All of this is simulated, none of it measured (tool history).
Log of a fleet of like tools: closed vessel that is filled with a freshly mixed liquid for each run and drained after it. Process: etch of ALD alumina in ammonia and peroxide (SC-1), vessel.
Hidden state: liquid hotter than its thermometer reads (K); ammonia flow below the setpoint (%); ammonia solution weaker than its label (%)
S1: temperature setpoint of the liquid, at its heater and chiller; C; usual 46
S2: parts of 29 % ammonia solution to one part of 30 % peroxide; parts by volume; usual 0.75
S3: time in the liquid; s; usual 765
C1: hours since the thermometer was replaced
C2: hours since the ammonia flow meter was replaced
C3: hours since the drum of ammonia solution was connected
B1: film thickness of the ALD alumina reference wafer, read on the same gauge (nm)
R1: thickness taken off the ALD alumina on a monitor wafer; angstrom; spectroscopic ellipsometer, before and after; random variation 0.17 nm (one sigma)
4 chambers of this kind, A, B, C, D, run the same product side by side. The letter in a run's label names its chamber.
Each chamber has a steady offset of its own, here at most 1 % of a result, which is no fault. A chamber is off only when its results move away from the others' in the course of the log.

run	hour	S1	S2	S3	C1	C2	C3	B1	R1
1B	10.2	46	0.75	765	79.0	701.3	234.3	129.98	276.21
2D	20.5	46	0.75	765	745.6	561.8	812.0	129.99	274.30
# hour 23.7: chamber D: new drum of ammonia solution connected
3C	27.7	46	0.75	765	994.4	1423.8	782.5	130.05	278.65
4A	34.1	46	0.75	765	2087.3	557.9	166.9	129.98	278.98
5C	40.8	46	0.75	765	1007.5	1436.9	795.6	129.99	282.75
6B	49.7	46	0.75	765	118.5	740.8	273.8	129.98	279.15
7D	58.6	46	0.75	765	783.7	599.9	34.9	130.01	275.41
8A	67.1	46	0.75	765	2120.3	590.9	199.9	129.99	279.36
9C	76.0	46	0.75	765	1042.7	1472.1	830.8	129.98	281.09
10D	85.6	46	0.75	765	810.7	626.9	61.9	129.99	275.41
11A	92.1	46	0.75	765	2145.3	615.9	224.9	130.01	287.98
12B	98.2	46	0.75	765	167.0	789.3	322.3	129.99	278.70
# hour 101.8: chamber D: thermometer replaced
13C	105.8	46	0.75	765	1072.5	1501.9	860.6	130.00	279.00
14D	110.6	46	0.75	765	8.8	651.9	86.9	130.01	277.42
15B	119.5	46	0.75	765	188.3	810.6	343.6	129.97	280.58
16A	128.7	46	0.75	765	2181.9	652.5	261.5	130.02	292.35
17D	139.2	46	0.75	765	37.4	680.5	115.5	129.99	276.84
18B	145.4	46	0.75	765	214.2	836.5	369.5	129.98	275.89
19C	154.5	41	0.75	1185	1121.2	1550.6	909.3	129.98	321.91
20A	164.7	41	0.75	1185	2217.9	688.5	297.5	130.00	342.36
21C	175.0	41	0.75	1185	1141.7	1571.1	929.8	129.99	323.77
22B	181.7	41	0.75	1185	250.5	872.8	405.8	129.98	324.53
23D	191.3	46	0.75	765	89.5	732.6	167.6	129.99	274.22
24A	201.9	46	0.75	765	2255.1	725.7	334.7	130.00	305.17

Next, every chamber runs the same settings. What will each give?
25A	209.6	46	0.75	765					?
25B	209.6	46	0.75	765					?
25C	209.6	46	0.75	765					?
25D	209.6	46	0.75	765					?

run	R1
25A	305.98
25B	278.40
25C	280.76
25D	277.62
